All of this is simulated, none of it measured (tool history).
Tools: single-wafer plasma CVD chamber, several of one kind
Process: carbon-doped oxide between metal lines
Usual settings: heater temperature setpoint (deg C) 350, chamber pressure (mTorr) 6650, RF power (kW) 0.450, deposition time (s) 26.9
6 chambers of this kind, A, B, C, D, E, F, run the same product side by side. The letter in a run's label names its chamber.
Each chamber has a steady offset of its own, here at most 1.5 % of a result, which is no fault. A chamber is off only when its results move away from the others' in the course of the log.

run,hour,heater temperature setpoint (deg C),chamber pressure (mTorr),RF power (kW),deposition time (s),hours since the last thermocouple change,hours since the last RF generator calibration,hours since the last manometer calibration,"read-back reference wafer on the same gauge, thickness_nm",mean film thickness on the monitor wafer (Å)
1D,12.4,350,6650,0.450,26.9,704.1,305.0,1165.9,141.99,1326.5
2F,23.0,350,6650,0.450,26.9,384.0,225.2,1200.2,141.94,1333.8
3A,36.3,350,6650,0.450,26.9,517.9,180.7,1938.4,141.90,1313.9
4E,43.3,350,6650,0.450,26.9,936.7,961.5,352.7,141.93,1326.1
5C,52.3,350,6650,0.450,26.9,96.4,1579.8,1312.5,141.91,1318.1
6B,64.6,350,6650,0.450,26.9,2301.4,313.4,385.2,141.91,1308.0
7B,76.7,350,6650,0.450,26.9,2313.5,325.5,397.3,141.89,1311.1
8E,86.6,350,6650,0.450,26.9,980.0,1004.8,396.0,141.74,1323.1
9C,95.9,350,6650,0.450,26.9,140.0,1623.4,1356.1,141.81,1320.8
10D,109.2,350,6650,0.450,26.9,800.9,401.8,1262.7,141.73,1329.3
11F,119.2,350,6650,0.450,26.9,480.2,321.4,1296.4,141.74,1332.9
12A,130.4,350,6650,0.450,26.9,612.0,274.8,2032.5,141.73,1315.6
13B,139.6,350,6650,0.450,26.9,2376.4,388.4,460.2,141.74,1305.7
14F,147.0,350,6650,0.450,26.9,508.0,349.2,1324.2,141.69,1330.0
15D,156.3,350,6650,0.450,26.9,848.0,448.9,1309.8,141.68,1325.2
16A,164.9,350,6650,0.450,26.9,646.5,309.3,2067.0,141.65,1316.1
17E,177.2,350,6650,0.450,26.9,1070.6,1095.4,486.6,141.64,1326.6
18C,183.4,350,6650,0.450,26.9,227.5,1710.9,1443.6,141.63,1315.3
19C,195.6,355,8270,0.450,26.9,239.7,1723.1,1455.8,141.66,1315.7
20F,208.8,355,8270,0.450,26.9,569.8,411.0,1386.0,141.61,1330.9
21B,221.6,355,8270,0.450,26.9,2458.4,470.4,542.2,141.55,1306.5
22A,228.4,355,8270,0.450,26.9,710.0,372.8,2130.5,141.53,1312.7
23D,237.6,355,8270,0.450,26.9,929.3,530.2,1391.1,141.45,1326.4
24E,245.4,355,8270,0.450,26.9,1138.8,1163.6,554.8,141.53,1319.5
25C,256.0,350,6650,0.450,26.9,300.1,1783.5,1516.2,141.48,1314.8
26B,262.0,350,6650,0.450,26.9,2498.8,510.8,582.6,141.47,1306.2
27A,270.1,350,6650,0.450,26.9,751.7,414.5,2172.2,141.47,1314.3
28E,283.6,362,6650,0.450,26.9,1177.0,1201.8,593.0,141.41,1283.5
29D,294.8,362,6650,0.450,26.9,986.5,587.4,1448.3,141.37,1283.3
30F,307.9,362,6650,0.450,26.9,668.9,510.1,1485.1,141.43,1288.9
# hour 319.5: chamber B: thermocouple changed; heater temperature recalibrated
31D,319.7,362,6650,0.450,26.9,1011.4,612.3,1473.2,141.36,1281.0
# hour 328.4: chamber A: capacitance manometer re-zeroed and calibrated
32E,332.0,362,6650,0.450,26.9,1225.4,1250.2,641.4,141.34,1282.5
33C,341.2,362,6650,0.450,26.9,385.3,1868.7,1601.4,141.33,1272.5
34A,347.3,350,6650,0.450,26.9,828.9,491.7,19.0,141.30,1311.8
35B,358.4,350,6650,0.450,26.9,38.9,607.2,679.0,141.30,1301.9
36F,365.3,350,6650,0.450,26.9,726.3,567.5,1542.5,141.29,1324.8
37C,378.6,350,6650,0.450,26.9,422.7,1906.1,1638.8,141.29,1316.4
38F,391.1,350,6650,0.450,26.9,752.1,593.3,1568.3,141.18,1330.7
39B,401.5,350,6650,0.450,26.9,82.0,650.3,722.1,141.25,1303.5
40A,409.2,350,6650,0.450,26.9,890.8,553.6,80.9,141.22,1310.1
41D,422.2,350,6650,0.450,30.4,1113.9,714.8,1575.7,141.19,1488.5
42E,433.3,350,6650,0.450,30.4,1326.7,1351.5,742.7,141.16,1490.3
43F,446.0,350,6650,0.450,30.4,807.0,648.2,1623.2,141.14,1499.1

Next, every chamber runs the same settings. What will each give?
44A,455.7,350,6650,0.450,26.9,,,,,?
44B,455.7,350,6650,0.450,26.9,,,,,?
44C,455.7,350,6650,0.450,26.9,,,,,?
44D,455.7,350,6650,0.450,26.9,,,,,?
44E,455.7,350,6650,0.450,26.9,,,,,?
44F,455.7,350,6650,0.450,26.9,,,,,?

run,mean film thickness on the monitor wafer (Å)
44A,1307.2
44B,1298.0
44C,1310.9
44D,1319.3
44E,1316.0
44F,1329.7
